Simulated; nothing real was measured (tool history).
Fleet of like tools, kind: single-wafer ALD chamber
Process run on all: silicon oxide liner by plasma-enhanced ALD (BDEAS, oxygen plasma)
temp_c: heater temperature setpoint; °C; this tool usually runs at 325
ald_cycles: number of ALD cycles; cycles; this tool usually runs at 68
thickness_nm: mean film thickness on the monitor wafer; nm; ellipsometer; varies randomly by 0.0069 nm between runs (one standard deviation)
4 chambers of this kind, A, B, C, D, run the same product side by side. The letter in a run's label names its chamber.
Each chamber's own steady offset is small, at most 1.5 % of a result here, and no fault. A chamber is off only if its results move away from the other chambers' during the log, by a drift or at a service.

run   hour  temp_c  ald_cycles  hours since the last thermocouple change  read-back reference wafer on the same gauge, thickness_nm  thickness_nm
 1D    5.0     325          68                                     595.7                                                     6.5985        6.0760
 2C   14.4     325          68                                      67.6                                                     6.5987        6.0608
 3A   21.3     325          68                                    2322.6                                                     6.5979        6.0263
 4B   30.3     325          68                                    1545.8                                                     6.5973        6.1195
 5B   40.0     325          68                                    1555.5                                                     6.5941        6.1244
 6D   44.9     325          68                                     635.6                                                     6.5947        6.0592
 7C   52.2     325          68                                     105.4                                                     6.5934        6.0573
 8A   61.6     325          68                                    2362.9                                                     6.5930        6.0267
 9D   68.2     320          68                                     658.9                                                     6.5910        6.0953
10A   74.2     320          68                                    2375.5                                                     6.5902        6.0794
11C   81.1     320          68                                     134.3                                                     6.5896        6.0959
12B   87.0     320          68                                    1602.5                                                     6.5895        6.1600
13C   92.4     325          68                                     145.6                                                     6.5879        6.0554
14D   99.6     325          68                                     690.3                                                     6.5901        6.0490
15B  104.7     325          68                                    1620.2                                                     6.5878        6.0993
16A  109.9     312          68                                    2411.2                                                     6.5863        6.1307
17D  115.4     312          68                                     706.1                                                     6.5836        6.1613
18B  125.4     312          68                                    1640.9                                                     6.5844        6.2122
19A  131.2     312          68                                    2432.5                                                     6.5835        6.1278
20C  140.1     325          68                                     193.3                                                     6.5827        6.0539
21D  148.5     325          68                                     739.2                                                     6.5805        6.0444
22A  156.6     325          68                                    2457.9                                                     6.5807        6.0174
23B  163.6     325          68                                    1679.1                                                     6.5785        6.0910
24C  170.4     325          68                                     223.6                                                     6.5802        6.0509
25C  178.9     336          75                                     232.1                                                     6.5777        6.5739
26D  186.7     336          75                                     777.4                                                     6.5753        6.5641
27B  191.1     336          75                                    1706.6                                                     6.5753        6.6209
28A  199.6     336          75                                    2500.9                                                     6.5731        6.5313
29D  205.5     325          68                                     796.2                                                     6.5770        6.0315
     207.6  -- chamber A: thermocouple changed; heater temperature recalibrated
30B  215.1     325          68                                    1730.6                                                     6.5733        6.0871
31C  220.5     325          68                                     273.7                                                     6.5695        6.0360
32A  225.7     325          68                                      18.2                                                     6.5707        6.0124
33C  234.1     314          56                                     287.3                                                     6.5713        5.0581

What goes on in this fleet: one chamber off, a drifting gauge, or nothing beyond the chambers' own small offsets? Name the chamber and the cause, if any.

None of the chambers is off. What moves is the gauge, dragging all their readings along together.
Likeliest cause: gauge reads low (%) = 0.464.
